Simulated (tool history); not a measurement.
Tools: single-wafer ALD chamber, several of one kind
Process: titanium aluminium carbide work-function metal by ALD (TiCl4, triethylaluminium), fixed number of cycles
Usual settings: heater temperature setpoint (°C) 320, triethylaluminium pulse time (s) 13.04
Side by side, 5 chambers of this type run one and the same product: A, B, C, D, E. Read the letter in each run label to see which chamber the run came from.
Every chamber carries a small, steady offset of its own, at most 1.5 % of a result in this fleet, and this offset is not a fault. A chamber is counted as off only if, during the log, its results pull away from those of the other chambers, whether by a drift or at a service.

run,hour,heater temperature setpoint (°C),triethylaluminium pulse time (s),hours since the last thermocouple change,hours since the last triethylaluminium bottle change,"read-back reference wafer on the same gauge, thickness_nm",mean film thickness on the monitor wafer (Å)
1E,9.4,320,13.04,1518.5,843.4,2.23,22.086
2C,16.5,320,13.04,739.1,1048.4,2.2291,22.175
# hour 23.2: chamber B: triethylaluminium bottle replaced
3A,25.9,320,13.04,520.8,898.6,2.229,21.959
4D,38.5,320,13.04,1862.3,1077,2.2287,22.232
5B,47.1,320,13.04,808.2,23.9,2.2289,22.119
6C,54.8,320,13.04,777.4,1086.7,2.228,22.142
7E,66.6,320,13.04,1575.7,900.6,2.2288,21.95
8A,77.6,333,8.39,572.5,950.3,2.2271,22.046
9B,87,333,8.39,848.1,63.8,2.2265,22.288
10D,99.6,333,8.39,1923.4,1138.1,2.2271,22.35
11A,110.3,333,8.39,605.2,983,2.2267,22.05
12D,122.4,333,8.39,1946.2,1160.9,2.2255,22.328
13E,131.2,320,13.04,1640.3,965.2,2.2256,21.942
14C,141.1,320,13.04,863.7,1173,2.2251,22.144
# hour 147.8: chamber D: triethylaluminium bottle replaced
15B,153.9,320,13.04,915,130.7,2.2249,22.09
# hour 156.4: chamber D: thermocouple changed; heater temperature recalibrated
16C,167.7,320,13.04,890.3,1199.6,2.2237,22.099
17E,176.1,320,13.04,1685.2,1010.1,2.2248,22.024
18A,190.1,320,16.44,685,1062.8,2.223,22.102
19B,196.9,320,16.44,958,173.7,2.2235,22.209
20D,204,320,16.44,47.6,56.2,2.2224,22.381
21E,211.7,320,16.44,1720.8,1045.7,2.2228,22.153
22D,219.7,320,16.44,63.3,71.9,2.2228,22.389
23C,227.3,320,13.04,949.9,1259.2,2.2222,22.079
24A,241.2,320,13.04,736.1,1113.9,2.222,21.861
# hour 244.8: chamber E: triethylaluminium bottle replaced
25B,248.1,320,9.19,1009.2,224.9,2.2225,21.372
26C,256.2,320,9.19,978.8,1288.1,2.2212,21.366
27E,269.9,320,9.19,1779,25.1,2.2203,21.314
28B,282,320,9.19,1043.1,258.8,2.2204,21.336
29A,293.1,320,9.19,788,1165.8,2.2191,21.192
30D,300.9,320,13.04,144.5,153.1,2.2198,22.146
31A,307.4,320,13.04,802.3,1180.1,2.2191,21.908
32D,320.1,320,13.04,163.7,172.3,2.219,22.184
33E,327.4,320,13.04,1836.5,82.6,2.2193,21.908
34B,334.9,320,13.04,1096,311.7,2.2187,22.011
35C,347.4,320,13.04,1070,1379.3,2.2187,22.015
36C,357.7,320,13.04,1080.3,1389.6,2.2173,22.051
37A,369.8,320,13.04,864.7,1242.5,2.2178,21.794
38D,382.8,320,13.04,226.4,235,2.2173,22.09

Next, every chamber runs the same settings. What will each give?
39A,393.3,320,16.99,,,,?
39B,393.3,320,16.99,,,,?
39C,393.3,320,16.99,,,,?
39D,393.3,320,16.99,,,,?
39E,393.3,320,16.99,,,,?

run,mean film thickness on the monitor wafer (Å)
39A,22.053
39B,22.203
39C,22.184
39D,22.403
39E,22.123
